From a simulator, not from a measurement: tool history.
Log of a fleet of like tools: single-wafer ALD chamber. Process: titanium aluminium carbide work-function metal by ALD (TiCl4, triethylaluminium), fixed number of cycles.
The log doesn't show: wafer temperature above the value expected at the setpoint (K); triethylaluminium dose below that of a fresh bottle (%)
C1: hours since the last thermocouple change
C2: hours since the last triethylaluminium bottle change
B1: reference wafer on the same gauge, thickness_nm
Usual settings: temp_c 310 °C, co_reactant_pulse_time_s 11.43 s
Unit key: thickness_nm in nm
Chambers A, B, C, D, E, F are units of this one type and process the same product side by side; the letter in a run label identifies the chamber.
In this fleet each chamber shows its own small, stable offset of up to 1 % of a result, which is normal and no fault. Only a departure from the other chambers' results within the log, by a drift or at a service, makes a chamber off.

Run 1D, hour 7.2: usual settings; C1 2095.7; C2 738.9; B1 1.8006. Result: thickness_nm 2.0987 nm.
Run 2F, hour 14.6: usual settings; C1 1488.7; C2 667; B1 1.7999. Result: thickness_nm 2.1199 nm.
Run 3B, hour 23: usual settings; C1 1957.9; C2 47; B1 1.8. Result: thickness_nm 2.0963 nm.
Run 4A, hour 28.9: usual settings; C1 1397.6; C2 361.2; B1 1.801. Result: thickness_nm 2.1019 nm.
Run 5C, hour 35.4: usual settings but temp_c 298 °C; C1 2279.7; C2 69; B1 1.801. Result: thickness_nm 2.0064 nm.
Run 6E, hour 42.7: usual settings but temp_c 298 °C; C1 402.6; C2 264; B1 1.8022. Result: thickness_nm 2.0138 nm.
Run 7D, hour 48.7: usual settings but temp_c 298 °C; C1 2137.2; C2 780.4; B1 1.802. Result: thickness_nm 1.9967 nm.
Run 8E, hour 58.7: usual settings but temp_c 298 °C; C1 418.6; C2 280; B1 1.8018. Result: thickness_nm 2.0199 nm.
Run 9A, hour 70.6: usual settings but temp_c 298 °C; C1 1439.3; C2 402.9; B1 1.8024. Result: thickness_nm 1.9962 nm.
Run 10B, hour 83.1: usual settings but temp_c 298 °C; C1 2018; C2 107.1; B1 1.8027. Result: thickness_nm 1.9952 nm.
At hour 86.9: chamber D: thermocouple changed; heater temperature recalibrated.
Run 11F, hour 88.7: usual settings; C1 1562.8; C2 741.1; B1 1.8026. Result: thickness_nm 2.1294 nm.
Run 12C, hour 100.8: usual settings; C1 2345.1; C2 134.4; B1 1.8034. Result: thickness_nm 2.1178 nm.
Run 13B, hour 113.5: usual settings; C1 2048.4; C2 137.5; B1 1.8042. Result: thickness_nm 2.0979 nm.
Run 14E, hour 123.9: usual settings; C1 483.8; C2 345.2; B1 1.8032. Result: thickness_nm 2.127 nm.
Run 15F, hour 133.1: usual settings; C1 1607.2; C2 785.5; B1 1.8049. Result: thickness_nm 2.1263 nm.
Run 16C, hour 139.2: usual settings; C1 2383.5; C2 172.8; B1 1.8043. Result: thickness_nm 2.1186 nm.
Run 17D, hour 151.4: usual settings; C1 64.6; C2 883.1; B1 1.805. Result: thickness_nm 2.1079 nm.
Run 18A, hour 160.7: usual settings; C1 1529.4; C2 493; B1 1.8054. Result: thickness_nm 2.1077 nm.
At hour 164: chamber C: thermocouple changed; heater temperature recalibrated.
Run 19C, hour 169: usual settings; C1 5.1; C2 202.6; B1 1.8057. Result: thickness_nm 2.1167 nm.
Run 20E, hour 181: usual settings; C1 540.9; C2 402.3; B1 1.807. Result: thickness_nm 2.1305 nm.
Run 21F, hour 189.4: usual settings; C1 1663.5; C2 841.8; B1 1.8064. Result: thickness_nm 2.1296 nm.
Run 22B, hour 201.5: usual settings but co_reactant_pulse_time_s 8.82 s; C1 2136.4; C2 225.5; B1 1.8062. Result: thickness_nm 2.0367 nm.
Run 23D, hour 214: usual settings but co_reactant_pulse_time_s 8.82 s; C1 127.2; C2 945.7; B1 1.8072. Result: thickness_nm 2.0462 nm.
Run 24A, hour 220: usual settings but co_reactant_pulse_time_s 8.82 s; C1 1588.7; C2 552.3; B1 1.8073. Result: thickness_nm 2.0543 nm.
Run 25E, hour 230.5: usual settings but co_reactant_pulse_time_s 8.82 s; C1 590.4; C2 451.8; B1 1.8077. Result: thickness_nm 2.068 nm.
Run 26F, hour 240.4: usual settings but co_reactant_pulse_time_s 8.82 s; C1 1714.5; C2 892.8; B1 1.8074. Result: thickness_nm 2.0757 nm.
Run 27C, hour 248: usual settings but co_reactant_pulse_time_s 8.82 s; C1 84.1; C2 281.6; B1 1.808. Result: thickness_nm 2.0589 nm.
At hour 252.8: chamber A: thermocouple changed; heater temperature recalibrated.
Run 28D, hour 257.2: usual settings; C1 170.4; C2 988.9; B1 1.8082. Result: thickness_nm 2.1109 nm.
Run 29A, hour 268.4: usual settings; C1 15.7; C2 600.7; B1 1.8092. Result: thickness_nm 2.1177 nm.
Run 30B, hour 277: usual settings; C1 2211.9; C2 301; B1 1.8097. Result: thickness_nm 2.1061 nm.
Run 31F, hour 283.6: usual settings; C1 1757.7; C2 936; B1 1.8101. Result: thickness_nm 2.1363 nm.
Run 32B, hour 292.9: usual settings; C1 2227.8; C2 316.9; B1 1.8098. Result: thickness_nm 2.1085 nm.
At hour 301.2: chamber F: triethylaluminium bottle replaced.
Run 33A, hour 305: usual settings; C1 52.3; C2 637.3; B1 1.8104. Result: thickness_nm 2.1116 nm.
Run 34E, hour 313.3: usual settings; C1 673.2; C2 534.6; B1 1.8106. Result: thickness_nm 2.1315 nm.
Run 35D, hour 323.8: usual settings; C1 237; C2 1055.5; B1 1.8101. Result: thickness_nm 2.1185 nm.
Run 36C, hour 332.7: usual settings; C1 168.8; C2 366.3; B1 1.8114. Result: thickness_nm 2.1201 nm.
Run 37C, hour 345.5: usual settings but temp_c 321 °C, co_reactant_pulse_time_s 9.57 s; C1 181.6; C2 379.1; B1 1.8121. Result: thickness_nm 2.1755 nm.
Run 38E, hour 355.4: usual settings but temp_c 321 °C, co_reactant_pulse_time_s 9.57 s; C1 715.3; C2 576.7; B1 1.812. Result: thickness_nm 2.1926 nm.
Run 39A, hour 365.8: usual settings but temp_c 321 °C, co_reactant_pulse_time_s 9.57 s; C1 113.1; C2 698.1; B1 1.8119. Result: thickness_nm 2.1828 nm.
Run 40F, hour 378.4: usual settings but temp_c 321 °C, co_reactant_pulse_time_s 9.57 s; C1 1852.5; C2 77.2; B1 1.8124. Result: thickness_nm 2.1939 nm.

One chamber off, gauge drift, or nothing amiss beyond the chambers' own small offsets? If it is a chamber, which one, and what is the likeliest cause?

The gauge drifts, so all chambers seem to drift together. No chamber is off.
What lies behind it: gauge reads high (%) = 0.714.
